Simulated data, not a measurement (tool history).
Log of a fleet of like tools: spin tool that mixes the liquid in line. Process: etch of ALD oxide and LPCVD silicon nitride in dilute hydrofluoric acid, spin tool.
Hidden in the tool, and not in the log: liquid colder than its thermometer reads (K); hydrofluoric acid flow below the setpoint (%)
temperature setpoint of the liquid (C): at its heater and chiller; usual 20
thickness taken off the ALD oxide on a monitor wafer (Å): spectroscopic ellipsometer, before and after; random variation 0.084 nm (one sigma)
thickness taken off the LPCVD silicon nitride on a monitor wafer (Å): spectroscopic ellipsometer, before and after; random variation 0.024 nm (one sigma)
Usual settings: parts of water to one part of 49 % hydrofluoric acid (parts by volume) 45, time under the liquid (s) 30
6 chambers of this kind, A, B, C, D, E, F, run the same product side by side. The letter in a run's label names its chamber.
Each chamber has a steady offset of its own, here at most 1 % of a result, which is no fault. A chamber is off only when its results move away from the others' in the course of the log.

run   hour  temperature setpoint of the liquid (C)  parts of water to one part of 49 % hydrofluoric acid (parts by volume)  time under the liquid (s)  hours since the thermometer was replaced  hours since the hydrofluoric acid flow meter was replaced  read-back film thickness of the ALD oxide reference wafer, read on the same gauge (nm)  read-back film thickness of the LPCVD silicon nitride reference wafer, read on the same gauge (nm)  thickness taken off the ALD oxide on a monitor wafer (Å)  thickness taken off the LPCVD silicon nitride on a monitor wafer (Å)
       3.2  -- chamber F: hydrofluoric acid flow meter replaced
 1B    6.6                                      20                                                                      45                         30                                     726.1                                                        934                                                                                  29.996                                                                                                 140                                                    133.34                                                                2.5131
 2A   17.8                                      20                                                                      45                         30                                    1328.2                                                      811.6                                                                                  30.024                                                                                                 140                                                    134.18                                                                 2.157
 3E   26.3                                      20                                                                      45                         30                                      1419                                                      841.7                                                                                  30.026                                                                                              139.98                                                    133.76                                                                2.5727
 4D   34.7                                      20                                                                      45                         30                                     453.2                                                       71.6                                                                                  30.005                                                                                              140.01                                                    132.93                                                                2.5745
 5C     41                                      20                                                                      45                         30                                    1049.6                                                       87.3                                                                                  30.011                                                                                              140.01                                                    133.23                                                                2.2099
 6F   52.1                                      20                                                                      45                         30                                    1423.5                                                         49                                                                                  29.993                                                                                              140.03                                                    135.56                                                                2.0503
 7B   61.7                                      20                                                                      45                         30                                     781.2                                                      989.1                                                                                  29.988                                                                                              140.03                                                    133.09                                                                2.6916
 8C   70.9                                      20                                                                      25                         45                                    1079.5                                                      117.2                                                                                   29.98                                                                                              139.97                                                    369.35                                                                6.2856
 9D   81.7                                      20                                                                      25                         45                                     500.2                                                      118.6                                                                                  29.985                                                                                              140.01                                                    362.69                                                                6.3069
10E   88.7                                      20                                                                      25                         45                                    1481.4                                                      904.1                                                                                  30.009                                                                                              139.94                                                    363.56                                                                6.7476
11A     98                                      20                                                                      25                         45                                    1408.4                                                      891.8                                                                                   30.01                                                                                              140.07                                                    372.67                                                                6.4038
12F  104.8                                      20                                                                      25                         45                                    1476.2                                                      101.7                                                                                  30.013                                                                                                 140                                                    374.46                                                                5.3679
13D  110.4                                      20                                                                      25                         45                                     528.9                                                      147.3                                                                                  30.011                                                                                              139.99                                                    363.09                                                                6.7355
14A  116.9                                      20                                                                      45                         30                                    1427.3                                                      910.7                                                                                  30.002                                                                                              139.95                                                    133.25                                                                2.2492
15E  126.4                                      20                                                                      45                         30                                    1519.1                                                      941.8                                                                                  30.026                                                                                              140.04                                                    133.83                                                                 2.252
16F  136.9                                      20                                                                      45                         30                                    1508.3                                                      133.8                                                                                  29.997                                                                                              140.01                                                     134.4                                                                2.5481
17B  146.5                                      20                                                                      45                         30                                       866                                                     1073.9                                                                                  29.994                                                                                              139.99                                                    133.67                                                                2.5846
18C  151.7                                      20                                                                      45                         30                                    1160.3                                                        198                                                                                  30.011                                                                                              140.05                                                    133.66                                                                2.4243
19F  159.2                                      20                                                                      45                         30                                    1530.6                                                      156.1                                                                                  29.983                                                                                              139.97                                                    134.81                                                                2.1644
20A  168.3                                      17                                                                      45                         30                                    1478.7                                                      962.1                                                                                  29.975                                                                                              139.99                                                    118.51                                                                1.8638
21E  175.5                                      17                                                                      45                         30                                    1568.2                                                      990.9                                                                                  29.981                                                                                              139.99                                                    118.04                                                                1.8086
     183.5  -- chamber D: thermometer replaced
22C  185.9                                      17                                                                      45                         30                                    1194.5                                                      232.2                                                                                  29.985                                                                                              139.98                                                    117.93                                                                2.0377
23B  194.6                                      17                                                                      45                         30                                     914.1                                                       1122                                                                                  30.001                                                                                              140.04                                                    114.75                                                                1.8878
24D  204.3                                      17                                                                      45                         30                                      20.9                                                      241.2                                                                                  29.963                                                                                              140.03                                                    118.57                                                                1.6289
25A  215.6                                      17                                                                      45                         30                                      1526                                                     1009.4                                                                                      30                                                                                              140.05                                                    117.96                                                                 2.022
26F    227                                      20                                                                      45                         30                                    1598.4                                                      223.9                                                                                  30.009                                                                                              139.96                                                    135.37                                                                2.4852
27D  236.8                                      20                                                                      45                         30                                      53.4                                                      273.7                                                                                  30.006                                                                                              140.04                                                    135.01                                                                2.3472
28B  245.9                                      20                                                                      35                         40                                     965.4                                                     1173.3                                                                                  30.016                                                                                                 140                                                    226.47                                                                3.4973
29E  251.5                                      20                                                                      35                         40                                    1644.2                                                     1066.9                                                                                  30.015                                                                                              139.95                                                    231.46                                                                3.2251
30C  258.2                                      20                                                                      35                         40                                    1266.8                                                      304.5                                                                                      30                                                                                              140.03                                                    233.08                                                                3.1068
31C  265.1                                      20                                                                      35                         40                                    1273.7                                                      311.4                                                                                  30.008                                                                                              140.02                                                    229.46                                                                4.1844
32E  273.7                                      20                                                                      35                         40                                    1666.4                                                     1089.1                                                                                  29.998                                                                                                 140                                                    229.84                                                                 3.918
33D  281.9                                      20                                                                      35                         40                                      98.5                                                      318.8                                                                                  29.972                                                                                                 140                                                    230.64                                                                4.4911
34B  288.7                                      20                                                                      45                         30                                    1008.2                                                     1216.1                                                                                   29.97                                                                                              139.98                                                    127.87                                                                1.8792
35A  300.2                                      20                                                                      45                         30                                    1610.6                                                       1094                                                                                  29.993                                                                                              139.97                                                    133.47                                                                2.7014
36F  310.2                                      20                                                                      45                         30                                    1681.6                                                      307.1                                                                                  30.009                                                                                              139.99                                                    135.49                                                                2.5646
37E  320.4                                      20                                                                      45                         30                                    1713.1                                                     1135.8                                                                                  29.995                                                                                              139.97                                                    133.37                                                                2.8837
38F  331.9                                      20                                                                      45                         30                                    1703.3                                                      328.8                                                                                  29.995                                                                                              140.02                                                    136.02                                                                2.5775
39D  337.9                                      20                                                                      45                         30                                     154.5                                                      374.8                                                                                   30.01                                                                                                 140                                                    133.04                                                                2.2912
40A  348.7                                      20                                                                      65                         50                                    1659.1                                                     1142.5                                                                                  30.015                                                                                                 140                                                       151                                                                2.8706

Next, every chamber runs the same settings. What will each give?
41A  357.2                                      20                                                                      45                         30                                                                                                                                                                                                                                                                                                                                                          ?                                                                     ?
41B  357.2                                      20                                                                      45                         30                                                                                                                                                                                                                                                                                                                                                          ?                                                                     ?
41C  357.2                                      20                                                                      45                         30                                                                                                                                                                                                                                                                                                                                                          ?                                                                     ?
41D  357.2                                      20                                                                      45                         30                                                                                                                                                                                                                                                                                                                                                          ?                                                                     ?
41E  357.2                                      20                                                                      45                         30                                                                                                                                                                                                                                                                                                                                                          ?                                                                     ?
41F  357.2                                      20                                                                      45                         30                                                                                                                                                                                                                                                                                                                                                          ?                                                                     ?

run  thickness taken off the ALD oxide on a monitor wafer (Å)  thickness taken off the LPCVD silicon nitride on a monitor wafer (Å)
41A                                                    133.92                                                                2.2777
41B                                                    124.45                                                                2.3344
41C                                                    135.88                                                                2.2932
41D                                                    132.51                                                                2.0584
41E                                                    132.95                                                                2.4951
41F                                                    134.92                                                                2.3915
